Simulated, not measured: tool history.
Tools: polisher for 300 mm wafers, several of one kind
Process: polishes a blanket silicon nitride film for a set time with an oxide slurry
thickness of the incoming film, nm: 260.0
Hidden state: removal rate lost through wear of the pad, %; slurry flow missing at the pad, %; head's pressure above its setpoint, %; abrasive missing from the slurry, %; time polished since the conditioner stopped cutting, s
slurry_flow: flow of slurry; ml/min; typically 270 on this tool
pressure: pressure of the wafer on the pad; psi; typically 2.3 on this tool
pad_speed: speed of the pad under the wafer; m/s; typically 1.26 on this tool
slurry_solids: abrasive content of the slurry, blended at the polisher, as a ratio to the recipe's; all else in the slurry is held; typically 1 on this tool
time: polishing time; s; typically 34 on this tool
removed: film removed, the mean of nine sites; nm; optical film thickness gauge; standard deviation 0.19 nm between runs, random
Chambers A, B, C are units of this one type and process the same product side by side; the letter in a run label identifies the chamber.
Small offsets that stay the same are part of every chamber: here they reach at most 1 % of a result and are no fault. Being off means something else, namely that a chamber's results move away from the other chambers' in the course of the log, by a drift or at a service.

run     day  slurry_flow  pressure  pad_speed  slurry_solids  time  wafers polished on this pad  hours since the slurry nozzle was cleaned  hours since the head pressure was calibrated  hours since the slurry blender was calibrated  hours since the conditioning disc was replaced  removed
      0.079  -- chamber B: conditioning disc replaced and pad reconditioned
      0.146  -- chamber C: worn pad replaced by a new one
      0.388  -- chamber B: worn pad replaced by a new one
 1B    0.45          270       2.3       1.26              1    34                           25                                       47.1                                         111.9                                          238.9                                               9   16.202
      0.612  -- chamber A: conditioning disc replaced and pad reconditioned
 2A   0.879          270       2.3       1.26              1    34                          650                                       68.3                                         170.1                                          233.6                                             6.4   17.013
      0.996  -- chamber C: conditioning disc replaced and pad reconditioned
 3C   1.429          270       2.3       1.26              1    34                          496                                      290.1                                        1144.3                                          375.6                                            10.5   16.684
      1.525  -- chamber C: head pressure recalibrated
      1.529  -- chamber A: worn pad replaced by a new one
 4A   2.033          270       2.3       1.26              1    34                          195                                         96                                         197.8                                          261.3                                            34.1   16.558
      2.088  -- chamber C: slurry blender recalibrated
 5B   2.558          270       2.3       1.26              1    34                          840                                       97.7                                         162.5                                          289.5                                            59.6   16.699
       2.75  -- chamber B: worn pad replaced by a new one
      2.954  -- chamber C: worn pad replaced by a new one
 6C   2.954          270       2.3       1.26              1    34                            0                                      326.7                                          34.3                                           20.9                                            47.1   17.102
 7C   3.479          270       2.3       1.26              1    34                          203                                      339.3                                          46.9                                           33.5                                            59.7   17.071
 8A   4.075          270       2.3       1.26              1    34                          984                                        145                                         246.8                                          310.3                                            83.1   16.358
      4.262  -- chamber A: worn pad replaced by a new one
 9B   4.654          270       2.3       1.26              1    34                          737                                        148                                         212.8                                          339.8                                           109.9   16.463
10C   5.021          270       2.3       1.26              1    34                          799                                      376.3                                          83.9                                           70.5                                            96.7   17.103
      5.179  -- chamber B: worn pad replaced by a new one
11A   5.496          270       2.3       1.26              1    34                          478                                      179.1                                         280.9                                          344.4                                           117.2   16.907
      6.046  -- chamber C: worn pad replaced by a new one
12B   6.121          270       2.3       1.26              1    34                          365                                      183.2                                           248                                            375                                           145.1   16.776
13C   6.492          340       2.3       1.48              1    34                          173                                      411.6                                         119.2                                          105.8                                             132   19.592
      6.583  -- chamber A: worn pad replaced by a new one
14A   7.042          340       2.3       1.48              1    34                          177                                      216.2                                           318                                          381.5                                           154.3   19.157
      7.117  -- chamber A: conditioning disc replaced and pad reconditioned
15B   7.388          340       2.3       1.48              1    34                          855                                      213.6                                         278.4                                          405.4                                           175.5   19.235
      7.612  -- chamber A: slurry blender recalibrated
      7.788  -- chamber B: worn pad replaced by a new one
16A   7.929          270       2.3       1.26              1    34                          520                                      237.5                                         339.3                                            7.6                                            19.5   16.678
      8.396  -- chamber B: head pressure recalibrated
17C   8.488          270       2.3       1.26              1    34                          945                                      459.5                                         167.1                                          153.7                                           179.9   16.949
18B   9.008          270       2.3       1.26              1    34                          473                                      252.5                                          14.7                                          444.3                                           214.4   16.479
      9.092  -- chamber A: worn pad replaced by a new one
      9.133  -- chamber C: worn pad replaced by a new one
      9.479  -- chamber C: conditioning disc replaced and pad reconditioned
19B   9.546          270       2.3       1.26              1    34                          681                                      265.4                                          27.6                                          457.2                                           227.3    16.48
20C   9.908          270       2.3       1.26              1    34                          300                                      493.6                                         201.2                                          187.8                                            10.3   16.788
     10.258  -- chamber A: slurry nozzle cleaned
21A  10.346          270       2.3       1.26              1    34                          486                                        2.2                                         397.3                                           65.6                                            77.5   16.501
     10.767  -- chamber B: slurry blender recalibrated
     10.888  -- chamber B: worn pad replaced by a new one
22C  10.896          270       2.3       1.26              1    34                          682                                      517.3                                         224.9                                          211.5                                              34   16.538
23A  11.221          270       2.3       1.26              1    34                          824                                       23.2                                         418.3                                           86.6                                            98.5   16.755
24B  11.754          270       2.3       1.26              1    34                          335                                      318.4                                          80.6                                           23.8                                           280.3   16.774
     12.012  -- chamber A: worn pad replaced by a new one
     12.054  -- chamber C: worn pad replaced by a new one
25C    12.2          270       2.3       1.26              1    34                           57                                      548.6                                         256.2                                          242.8                                            65.3    17.04
26B  12.817          270       2.3       1.26              1    34                          746                                      343.9                                         106.1                                           49.3                                           305.8   16.866
27A  13.162          270       2.3       1.26              1    34                          445                                       69.8                                         464.9                                          133.2                                           145.1   16.861
28C  13.588          270       2.3       1.26              1    34                          594                                      581.9                                         289.5                                          276.1                                            98.6   16.607

Is one chamber out of step, is the gauge drifting, or do the chambers differ by no more than their own small offsets? For an off chamber, give its letter and the likeliest cause.

All chambers stay in line apart from their small fixed offsets, and the gauge does not drift.

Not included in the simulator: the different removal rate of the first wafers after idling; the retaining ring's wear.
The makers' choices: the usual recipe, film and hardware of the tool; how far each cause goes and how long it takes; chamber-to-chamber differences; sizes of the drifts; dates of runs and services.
